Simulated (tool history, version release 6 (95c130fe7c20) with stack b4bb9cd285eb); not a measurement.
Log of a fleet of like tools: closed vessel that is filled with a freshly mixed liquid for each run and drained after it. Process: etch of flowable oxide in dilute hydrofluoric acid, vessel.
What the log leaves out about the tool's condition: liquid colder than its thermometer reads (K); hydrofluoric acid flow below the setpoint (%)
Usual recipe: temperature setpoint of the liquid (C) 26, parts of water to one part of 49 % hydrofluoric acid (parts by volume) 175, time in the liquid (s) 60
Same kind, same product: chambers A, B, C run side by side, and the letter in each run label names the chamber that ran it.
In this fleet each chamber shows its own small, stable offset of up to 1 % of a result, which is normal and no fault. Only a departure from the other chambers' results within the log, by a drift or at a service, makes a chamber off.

run,hour,temperature setpoint of the liquid (C),parts of water to one part of 49 % hydrofluoric acid (parts by volume),time in the liquid (s),hours since the thermometer was replaced,hours since the hydrofluoric acid flow meter was replaced,"read-back film thickness of the flowable oxide reference wafer, read on the same gauge (nm)",thickness taken off the flowable oxide on a monitor wafer (angstrom)
1C,7.5,26,175,60,563,433.7,40.004,129.94
# hour 14.9: chamber B: thermometer replaced
2B,18.7,26,175,60,3.8,654.1,39.961,128.82
3A,26.5,26,175,60,369,594,40.015,131.55
# hour 29.4: chamber C: hydrofluoric acid flow meter replaced
4C,39.5,26,175,60,595,10.1,40.032,129.68
5A,48.3,26,175,60,390.8,615.8,40,131.87
6B,60,26,175,60,45.1,695.4,39.998,131.51
7B,66.2,26,175,60,51.3,701.6,40,129.08
8A,76.4,26,175,60,418.9,643.9,40.032,132.1
9C,89.8,26,175,60,645.3,60.4,40.045,129.81
10C,96.4,26,175,60,651.9,67,40.025,130.25
11A,108.6,26,175,60,451.1,676.1,39.995,132.66
12B,115.2,26,175,60,100.3,750.6,39.966,129.6
13B,126.2,26,175,60,111.3,761.6,39.988,130.5
14C,135.2,30,90,60,690.7,105.8,39.978,332.64
15A,142.3,30,90,60,484.8,709.8,39.999,336.41
16A,151.8,30,90,60,494.3,719.3,39.978,335.49
# hour 154: chamber A: thermometer replaced
17C,162,26,175,60,717.5,132.6,39.956,130.36
18B,173.7,26,175,60,158.8,809.1,40.06,130.65
19A,182,24.5,100,60,28,749.5,39.98,240.16
20B,195.4,24.5,100,60,180.5,830.8,40.038,235.58
21C,201.7,24.5,100,60,757.2,172.3,39.92,238.08
22B,208.2,22.5,175,90,193.3,843.6,40.018,171.18
23A,215.6,22.5,175,90,61.6,783.1,40.018,174.73

Does one chamber stand apart from the rest, does the shared gauge drift, or is all well apart from small per-chamber offsets? Give the chamber and the most likely cause, where there is one.

Beyond each chamber's small constant offset nothing stands out, and the gauge stays steady.

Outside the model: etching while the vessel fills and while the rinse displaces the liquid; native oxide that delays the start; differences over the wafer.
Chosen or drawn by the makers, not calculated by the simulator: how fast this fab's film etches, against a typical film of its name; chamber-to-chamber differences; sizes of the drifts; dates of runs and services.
